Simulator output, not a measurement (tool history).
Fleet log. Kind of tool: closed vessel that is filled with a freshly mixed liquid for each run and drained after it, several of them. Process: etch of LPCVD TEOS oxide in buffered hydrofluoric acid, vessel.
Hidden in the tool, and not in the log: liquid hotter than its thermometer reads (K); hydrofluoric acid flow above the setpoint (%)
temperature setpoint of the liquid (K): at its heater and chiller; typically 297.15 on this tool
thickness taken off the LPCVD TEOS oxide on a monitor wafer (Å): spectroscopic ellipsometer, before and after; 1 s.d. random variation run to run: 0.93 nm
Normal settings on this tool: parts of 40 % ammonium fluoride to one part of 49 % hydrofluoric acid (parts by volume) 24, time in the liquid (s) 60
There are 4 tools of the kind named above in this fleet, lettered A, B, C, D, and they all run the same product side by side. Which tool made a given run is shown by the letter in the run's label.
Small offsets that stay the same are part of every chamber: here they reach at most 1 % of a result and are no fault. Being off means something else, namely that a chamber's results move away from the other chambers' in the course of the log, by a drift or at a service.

run,hour,temperature setpoint of the liquid (K),parts of 40 % ammonium fluoride to one part of 49 % hydrofluoric acid (parts by volume),time in the liquid (s),hours since the thermometer was replaced,hours since the hydrofluoric acid flow meter was replaced,"read-back film thickness of the LPCVD TEOS oxide reference wafer, read on the same gauge (nm)",thickness taken off the LPCVD TEOS oxide on a monitor wafer (Å)
1A,5.5,297.15,24,60,1194,1095.4,110.02,1419.7
2C,8.4,297.15,24,60,1632,820.4,109.99,1441.3
3B,11.7,297.15,24,60,1279,2174.9,109.97,1440.5
4D,15,297.15,24,60,2141.3,1873.6,109.99,1425.1
5D,19.1,297.15,24,60,2145.4,1877.7,109.99,1428.8
6A,22.3,297.15,24,60,1210.8,1112.2,110.01,1427
7C,26.8,297.15,24,60,1650.4,838.8,110.01,1443.5
8B,32.5,297.15,24,60,1299.8,2195.7,109.99,1459.3
9B,37.9,297.15,24,60,1305.2,2201.1,110.02,1450.2
10D,40.5,297.15,24,60,2166.8,1899.1,109.99,1433.6
11C,43.4,297.15,24,60,1667,855.4,110,1449.2
12A,47.9,297.15,24,60,1236.4,1137.8,110.03,1445.7
13D,52.5,297.15,24,60,2178.8,1911.1,109.98,1434.6
14A,55.2,297.15,24,60,1243.7,1145.1,110.01,1463
15C,60.8,297.15,24,60,1684.4,872.8,110,1462
16B,66.2,297.15,24,60,1333.5,2229.4,110,1462.4
17B,71.9,297.15,24,60,1339.2,2235.1,110.01,1443.1
18D,75.5,297.15,24,60,2201.8,1934.1,110.01,1431.8
19C,81.2,297.15,24,60,1704.8,893.2,110,1434.4
20A,85.9,297.15,29,60,1274.4,1175.8,109.99,1291.3
21B,89.1,297.15,29,60,1356.4,2252.3,109.99,1274.6
22C,92.7,297.15,29,60,1716.3,904.7,110.02,1269.3
# hour 95.1: chamber C: hydrofluoric acid flow meter replaced
23A,96.8,297.15,29,60,1285.3,1186.7,109.99,1294.6
24D,99.9,297.15,29.5,60,2226.2,1958.5,109.99,1246.5
25C,103.9,297.15,29.5,60,1727.5,8.9,109.99,1238.1
26D,106.8,297.15,29.5,60,2233.1,1965.4,110.04,1253.4
27A,110.6,297.15,29.5,60,1299.1,1200.5,110.01,1300.8
28B,113.9,297.15,24,60,1381.2,2277.1,110.02,1460.9
29A,116.8,297.15,24,60,1305.3,1206.7,110.01,1498.4
30B,120.1,297.15,24,60,1387.4,2283.3,110.02,1449.6
31D,125.6,297.15,24,60,2251.9,1984.2,110.01,1428
32C,131,297.15,24,60,1754.6,36,109.99,1451.6
33B,135.5,297.15,24,60,1402.8,2298.7,109.98,1465.9
34C,139.8,297.15,24,60,1763.4,44.8,109.99,1433.8
35A,143.5,297.15,24,60,1332,1233.4,109.99,1513.5
36D,148.3,293.15,30,60,2274.6,2006.9,110.05,974.52
37B,152.6,293.15,30,60,1419.9,2315.8,109.99,994.92
38A,157.7,293.15,30,60,1346.2,1247.6,110,1042.1
39D,160.8,293.15,30,60,2287.1,2019.4,110.01,982.47
40C,164.3,297.15,24,60,1787.9,69.3,109.98,1433.9
41D,167,297.15,24,60,2293.3,2025.6,110.02,1423.1
42A,172.2,297.15,30,60,1360.7,1262.1,110,1316.3

What goes on in this fleet: one chamber off, a drifting gauge, or nothing beyond the chambers' own small offsets? Name the chamber and the cause, if any.

One chamber, A, drifts off from the rest bit by bit.
What lies behind it: liquid hotter than its thermometer reads (K) = 1.28.
The log might look much the same if the cause were instead: hydrofluoric acid flow above the setpoint (%).

Here are 4 candidates for chamber A's next run, each the usual settings with a change, their results left as question marks. Which one brings its results back in line with what the others give on the usual settings?
Allowed miss from the other chambers' usual-settings mean, per result, to count as in line: thickness taken off the LPCVD TEOS oxide on a monitor wafer (Å) 33
43A-1,176.3,297.15,26.5,60,,,,?
43A-2,176.3,297.65,23,60,,,,?
43A-3,176.3,299.15,24,60,,,,?
43A-4,176.3,296.65,24,55,,,,?

Mean of the other chambers on the usual settings: thickness taken off the LPCVD TEOS oxide on a monitor wafer (Å) 1442.7
run,thickness taken off the LPCVD TEOS oxide on a monitor wafer (Å)
43A-1,1441.6
43A-2,1635.1
43A-3,1723.4
43A-4,1377.4
With 43A-1, the chamber falls back in line with the rest.
